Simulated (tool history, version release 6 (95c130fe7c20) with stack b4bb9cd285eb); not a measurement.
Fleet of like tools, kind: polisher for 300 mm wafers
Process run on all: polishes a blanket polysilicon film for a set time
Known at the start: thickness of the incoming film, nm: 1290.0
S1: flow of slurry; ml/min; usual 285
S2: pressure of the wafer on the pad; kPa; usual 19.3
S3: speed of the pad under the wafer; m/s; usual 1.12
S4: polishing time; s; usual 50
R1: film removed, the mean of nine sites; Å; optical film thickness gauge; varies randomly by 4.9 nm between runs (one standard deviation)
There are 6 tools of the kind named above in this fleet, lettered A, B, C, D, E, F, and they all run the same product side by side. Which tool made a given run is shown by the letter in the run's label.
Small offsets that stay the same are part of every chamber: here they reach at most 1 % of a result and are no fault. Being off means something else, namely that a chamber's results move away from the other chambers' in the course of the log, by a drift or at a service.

Run 1C, hour 5.3: usual settings. Result: R1 4238.1 Å.
Run 2A, hour 8.9: usual settings. Result: R1 4252.8 Å.
Run 3E, hour 15.4: usual settings. Result: R1 4169.2 Å.
At hour 16.8: chamber A: worn pad replaced by a new one.
At hour 18.7: chamber F: worn pad replaced by a new one.
Run 4B, hour 19.9: usual settings. Result: R1 4271.6 Å.
At hour 24.2: chamber E: worn pad replaced by a new one.
Run 5F, hour 25.5: usual settings. Result: R1 4195.8 Å.
At hour 30.1: chamber D: worn pad replaced by a new one.
Run 6D, hour 30.3: usual settings. Result: R1 4092.5 Å.
At hour 31.3: chamber C: worn pad replaced by a new one.
Run 7B, hour 36.1: usual settings. Result: R1 4108.1 Å.
Run 8C, hour 43.4: usual settings. Result: R1 4063.5 Å.
Run 9A, hour 51: usual settings. Result: R1 4204.4 Å.
Run 10D, hour 57.5: usual settings. Result: R1 4106.1 Å.
At hour 61.1: chamber E: head pressure recalibrated.
Run 11F, hour 61.8: usual settings. Result: R1 4229.6 Å.
Run 12E, hour 68: usual settings. Result: R1 4132.6 Å.
Run 13D, hour 75.1: usual settings. Result: R1 4158.8 Å.
At hour 78.4: chamber B: worn pad replaced by a new one.
Run 14F, hour 81.8: usual settings. Result: R1 4289.5 Å.
Run 15E, hour 85.8: usual settings. Result: R1 4184.2 Å.
Run 16C, hour 93.1: usual settings. Result: R1 4195.6 Å.
Run 17B, hour 98.2: usual settings. Result: R1 4190.9 Å.
At hour 101.8: chamber E: worn pad replaced by a new one.
Run 18A, hour 104.8: usual settings. Result: R1 4166.7 Å.
At hour 105.4: chamber C: worn pad replaced by a new one.
At hour 109: chamber E: slurry nozzle cleaned.
Run 19E, hour 111.7: usual settings. Result: R1 4222.8 Å.
Run 20F, hour 118.2: usual settings. Result: R1 4192 Å.
At hour 121.2: chamber B: head pressure recalibrated.
Run 21B, hour 122.8: usual settings but S3 1.48 m/s. Result: R1 5905 Å.
At hour 125.3: chamber F: slurry nozzle cleaned.
Run 22C, hour 127.6: usual settings but S3 1.48 m/s. Result: R1 5446 Å.
Run 23D, hour 134.9: usual settings but S3 1.48 m/s. Result: R1 5438.7 Å.
At hour 138.9: chamber A: worn pad replaced by a new one.
Run 24A, hour 140.5: usual settings but S3 1.48 m/s. Result: R1 5529.3 Å.
At hour 143.6: chamber C: slurry nozzle cleaned.
Run 25F, hour 144.9: usual settings but S3 1.48 m/s. Result: R1 5506.3 Å.
Run 26B, hour 149.4: usual settings but S3 1.48 m/s. Result: R1 6025.9 Å.
At hour 151.9: chamber F: worn pad replaced by a new one.
At hour 155.6: chamber D: worn pad replaced by a new one.
Run 27C, hour 156.5: usual settings. Result: R1 4072.6 Å.
Run 28A, hour 163.1: usual settings. Result: R1 4172.5 Å.
Run 29E, hour 166.8: usual settings. Result: R1 4163.5 Å.
Run 30D, hour 170.5: usual settings. Result: R1 4196 Å.
Run 31B, hour 177.3: usual settings. Result: R1 4539.7 Å.
At hour 178.1: chamber C: worn pad replaced by a new one.
Run 32C, hour 184.3: usual settings. Result: R1 4168.1 Å.
Run 33D, hour 191.9: usual settings. Result: R1 4106.2 Å.
At hour 193.6: chamber E: worn pad replaced by a new one.
Run 34A, hour 198: usual settings but S4 38 s. Result: R1 3168.8 Å.
Run 35F, hour 205.3: usual settings but S4 38 s. Result: R1 3186.7 Å.
At hour 205.4: chamber B: worn pad replaced by a new one.
Run 36E, hour 209.5: usual settings but S4 38 s. Result: R1 3161.4 Å.
Run 37A, hour 214.2: usual settings but S4 38 s. Result: R1 3167.3 Å.
Run 38B, hour 221.1: usual settings but S4 38 s. Result: R1 3385.2 Å.
Run 39D, hour 224.9: usual settings but S4 38 s. Result: R1 3196.2 Å.
Run 40E, hour 230.3: usual settings. Result: R1 4165.2 Å.

All chambers now run identical settings, listed one chamber a line with results as question marks. What results will each chamber show?
Run 41A, hour 235.7: usual settings but S3 0.86 m/s. Result: R1 ?.
Run 41B, hour 235.7: usual settings but S3 0.86 m/s. Result: R1 ?.
Run 41C, hour 235.7: usual settings but S3 0.86 m/s. Result: R1 ?.
Run 41D, hour 235.7: usual settings but S3 0.86 m/s. Result: R1 ?.
Run 41E, hour 235.7: usual settings but S3 0.86 m/s. Result: R1 ?.
Run 41F, hour 235.7: usual settings but S3 0.86 m/s. Result: R1 ?.

run      R1
41A  3242.5
41B  3423.8
41C    3199
41D  3165.6
41E  3176.5
41F  3222.8

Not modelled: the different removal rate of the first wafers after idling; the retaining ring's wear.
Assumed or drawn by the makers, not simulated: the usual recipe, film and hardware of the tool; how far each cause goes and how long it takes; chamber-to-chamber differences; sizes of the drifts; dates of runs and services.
